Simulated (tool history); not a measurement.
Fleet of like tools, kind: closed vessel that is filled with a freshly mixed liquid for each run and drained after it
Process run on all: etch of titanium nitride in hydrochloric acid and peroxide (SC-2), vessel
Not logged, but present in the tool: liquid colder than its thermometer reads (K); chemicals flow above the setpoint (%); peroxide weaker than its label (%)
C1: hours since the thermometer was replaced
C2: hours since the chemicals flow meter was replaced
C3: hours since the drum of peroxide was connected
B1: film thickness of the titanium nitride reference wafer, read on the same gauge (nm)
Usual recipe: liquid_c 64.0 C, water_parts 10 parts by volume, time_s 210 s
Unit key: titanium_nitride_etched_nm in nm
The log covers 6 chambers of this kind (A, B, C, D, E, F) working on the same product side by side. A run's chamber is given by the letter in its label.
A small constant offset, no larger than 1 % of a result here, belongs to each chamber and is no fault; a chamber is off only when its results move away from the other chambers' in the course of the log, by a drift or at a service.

{"run": "1D", "hour": 4.1, "liquid_c": 64.0, "water_parts": 10, "time_s": 210, "C1": 1085.6, "C2": 316.3, "C3": 1102.6, "B1": 49.997, "titanium_nitride_etched_nm": 18.059}
{"hour": 8.2, "done": "chamber F: thermometer replaced"}
{"run": "2F", "hour": 9.8, "liquid_c": 64.0, "water_parts": 10, "time_s": 210, "C1": 1.6, "C2": 76.1, "C3": 246.1, "B1": 50.013, "titanium_nitride_etched_nm": 18.061}
{"run": "3B", "hour": 13.2, "liquid_c": 64.0, "water_parts": 10, "time_s": 210, "C1": 838.0, "C2": 617.2, "C3": 205.8, "B1": 50.008, "titanium_nitride_etched_nm": 18.037}
{"run": "4E", "hour": 15.8, "liquid_c": 64.0, "water_parts": 10, "time_s": 210, "C1": 555.5, "C2": 689.9, "C3": 83.3, "B1": 50.026, "titanium_nitride_etched_nm": 18.056}
{"hour": 17.1, "done": "chamber D: thermometer replaced"}
{"run": "5A", "hour": 18.7, "liquid_c": 64.0, "water_parts": 10, "time_s": 210, "C1": 883.2, "C2": 1097.7, "C3": 569.0, "B1": 50.025, "titanium_nitride_etched_nm": 18.071}
{"run": "6C", "hour": 22.3, "liquid_c": 64.0, "water_parts": 10, "time_s": 210, "C1": 1823.9, "C2": 873.7, "C3": 846.9, "B1": 49.991, "titanium_nitride_etched_nm": 18.013}
{"hour": 25.3, "done": "chamber C: thermometer replaced"}
{"run": "7B", "hour": 27.3, "liquid_c": 64.0, "water_parts": 10, "time_s": 210, "C1": 852.1, "C2": 631.3, "C3": 219.9, "B1": 49.989, "titanium_nitride_etched_nm": 18.312}
{"run": "8A", "hour": 32.6, "liquid_c": 64.0, "water_parts": 10, "time_s": 210, "C1": 897.1, "C2": 1111.6, "C3": 582.9, "B1": 50.025, "titanium_nitride_etched_nm": 18.157}
{"run": "9C", "hour": 37.1, "liquid_c": 64.0, "water_parts": 10, "time_s": 210, "C1": 11.8, "C2": 888.5, "C3": 861.7, "B1": 49.962, "titanium_nitride_etched_nm": 18.112}
{"run": "10E", "hour": 39.8, "liquid_c": 64.0, "water_parts": 10, "time_s": 210, "C1": 579.5, "C2": 713.9, "C3": 107.3, "B1": 49.95, "titanium_nitride_etched_nm": 17.933}
{"hour": 41.1, "done": "chamber C: new drum of peroxide connected"}
{"run": "11F", "hour": 44.7, "liquid_c": 64.0, "water_parts": 10, "time_s": 210, "C1": 36.5, "C2": 111.0, "C3": 281.0, "B1": 50.033, "titanium_nitride_etched_nm": 18.011}
{"run": "12D", "hour": 48.8, "liquid_c": 64.0, "water_parts": 10, "time_s": 210, "C1": 31.8, "C2": 361.0, "C3": 1147.3, "B1": 50.046, "titanium_nitride_etched_nm": 18.128}
{"run": "13D", "hour": 53.7, "liquid_c": 71.5, "water_parts": 10, "time_s": 210, "C1": 36.7, "C2": 365.9, "C3": 1152.2, "B1": 49.99, "titanium_nitride_etched_nm": 28.385}
{"hour": 56.8, "done": "chamber B: chemicals flow meter replaced"}
{"run": "14E", "hour": 58.6, "liquid_c": 71.5, "water_parts": 10, "time_s": 210, "C1": 598.3, "C2": 732.7, "C3": 126.1, "B1": 50.012, "titanium_nitride_etched_nm": 28.249}
{"run": "15A", "hour": 64.1, "liquid_c": 71.5, "water_parts": 10, "time_s": 210, "C1": 928.6, "C2": 1143.1, "C3": 614.4, "B1": 50.008, "titanium_nitride_etched_nm": 28.599}
{"run": "16B", "hour": 68.8, "liquid_c": 71.5, "water_parts": 10, "time_s": 210, "C1": 893.6, "C2": 12.0, "C3": 261.4, "B1": 49.982, "titanium_nitride_etched_nm": 28.531}
{"run": "17F", "hour": 72.2, "liquid_c": 71.5, "water_parts": 10, "time_s": 210, "C1": 64.0, "C2": 138.5, "C3": 308.5, "B1": 49.986, "titanium_nitride_etched_nm": 28.373}
{"run": "18C", "hour": 75.8, "liquid_c": 71.5, "water_parts": 10, "time_s": 210, "C1": 50.5, "C2": 927.2, "C3": 34.7, "B1": 50.015, "titanium_nitride_etched_nm": 28.132}
{"run": "19C", "hour": 80.8, "liquid_c": 64.0, "water_parts": 10, "time_s": 210, "C1": 55.5, "C2": 932.2, "C3": 39.7, "B1": 49.982, "titanium_nitride_etched_nm": 17.989}
{"run": "20B", "hour": 84.9, "liquid_c": 64.0, "water_parts": 10, "time_s": 210, "C1": 909.7, "C2": 28.1, "C3": 277.5, "B1": 50.025, "titanium_nitride_etched_nm": 18.116}
{"run": "21F", "hour": 89.9, "liquid_c": 64.0, "water_parts": 10, "time_s": 210, "C1": 81.7, "C2": 156.2, "C3": 326.2, "B1": 50.01, "titanium_nitride_etched_nm": 18.196}
{"run": "22A", "hour": 94.2, "liquid_c": 55.0, "water_parts": 10, "time_s": 210, "C1": 958.7, "C2": 1173.2, "C3": 644.5, "B1": 49.987, "titanium_nitride_etched_nm": 10.555}
{"run": "23D", "hour": 97.4, "liquid_c": 55.0, "water_parts": 10, "time_s": 210, "C1": 80.4, "C2": 409.6, "C3": 1195.9, "B1": 50.018, "titanium_nitride_etched_nm": 10.228}
{"run": "24E", "hour": 100.9, "liquid_c": 55.0, "water_parts": 10, "time_s": 210, "C1": 640.6, "C2": 775.0, "C3": 168.4, "B1": 49.988, "titanium_nitride_etched_nm": 10.292}
{"run": "25E", "hour": 105.2, "liquid_c": 55.0, "water_parts": 10, "time_s": 210, "C1": 644.9, "C2": 779.3, "C3": 172.7, "B1": 50.045, "titanium_nitride_etched_nm": 10.097}
{"run": "26C", "hour": 110.2, "liquid_c": 55.0, "water_parts": 10, "time_s": 210, "C1": 84.9, "C2": 961.6, "C3": 69.1, "B1": 49.968, "titanium_nitride_etched_nm": 10.19}
{"run": "27D", "hour": 113.6, "liquid_c": 55.0, "water_parts": 10, "time_s": 210, "C1": 96.6, "C2": 425.8, "C3": 1212.1, "B1": 50.005, "titanium_nitride_etched_nm": 10.183}
{"run": "28B", "hour": 117.8, "liquid_c": 64.0, "water_parts": 10, "time_s": 210, "C1": 942.6, "C2": 61.0, "C3": 310.4, "B1": 49.994, "titanium_nitride_etched_nm": 18.081}
{"run": "29F", "hour": 122.2, "liquid_c": 64.0, "water_parts": 10, "time_s": 210, "C1": 114.0, "C2": 188.5, "C3": 358.5, "B1": 50.041, "titanium_nitride_etched_nm": 18.201}
{"hour": 125.8, "done": "chamber D: new drum of peroxide connected"}
{"run": "30A", "hour": 127.9, "liquid_c": 64.0, "water_parts": 10, "time_s": 210, "C1": 992.4, "C2": 1206.9, "C3": 678.2, "B1": 49.986, "titanium_nitride_etched_nm": 19.376}
{"run": "31C", "hour": 133.2, "liquid_c": 64.0, "water_parts": 10, "time_s": 210, "C1": 107.9, "C2": 984.6, "C3": 92.1, "B1": 49.996, "titanium_nitride_etched_nm": 17.964}
{"run": "32B", "hour": 137.7, "liquid_c": 64.0, "water_parts": 10, "time_s": 210, "C1": 962.5, "C2": 80.9, "C3": 330.3, "B1": 49.965, "titanium_nitride_etched_nm": 18.161}
{"run": "33A", "hour": 141.3, "liquid_c": 64.0, "water_parts": 10, "time_s": 210, "C1": 1005.8, "C2": 1220.3, "C3": 691.6, "B1": 50.039, "titanium_nitride_etched_nm": 19.476}
{"run": "34E", "hour": 144.9, "liquid_c": 64.0, "water_parts": 10, "time_s": 210, "C1": 684.6, "C2": 819.0, "C3": 212.4, "B1": 49.981, "titanium_nitride_etched_nm": 18.283}
{"run": "35F", "hour": 149.5, "liquid_c": 64.0, "water_parts": 10, "time_s": 210, "C1": 141.3, "C2": 215.8, "C3": 385.8, "B1": 49.957, "titanium_nitride_etched_nm": 18.205}
{"run": "36D", "hour": 154.6, "liquid_c": 64.0, "water_parts": 10, "time_s": 210, "C1": 137.6, "C2": 466.8, "C3": 28.9, "B1": 50.0, "titanium_nitride_etched_nm": 18.158}
{"run": "37A", "hour": 159.7, "liquid_c": 64.0, "water_parts": 10, "time_s": 210, "C1": 1024.2, "C2": 1238.7, "C3": 710.0, "B1": 49.988, "titanium_nitride_etched_nm": 19.91}

All chambers now run identical settings, listed one chamber a line with results as question marks. What results will each chamber show?
{"run": "38A", "hour": 163.9, "liquid_c": 57.0, "water_parts": 10, "time_s": 210, "titanium_nitride_etched_nm": "?"}
{"run": "38B", "hour": 163.9, "liquid_c": 57.0, "water_parts": 10, "time_s": 210, "titanium_nitride_etched_nm": "?"}
{"run": "38C", "hour": 163.9, "liquid_c": 57.0, "water_parts": 10, "time_s": 210, "titanium_nitride_etched_nm": "?"}
{"run": "38D", "hour": 163.9, "liquid_c": 57.0, "water_parts": 10, "time_s": 210, "titanium_nitride_etched_nm": "?"}
{"run": "38E", "hour": 163.9, "liquid_c": 57.0, "water_parts": 10, "time_s": 210, "titanium_nitride_etched_nm": "?"}
{"run": "38F", "hour": 163.9, "liquid_c": 57.0, "water_parts": 10, "time_s": 210, "titanium_nitride_etched_nm": "?"}

run=38A titanium_nitride_etched_nm=12.751
run=38B titanium_nitride_etched_nm=11.718
run=38C titanium_nitride_etched_nm=11.638
run=38D titanium_nitride_etched_nm=11.754
run=38E titanium_nitride_etched_nm=11.559
run=38F titanium_nitride_etched_nm=11.714
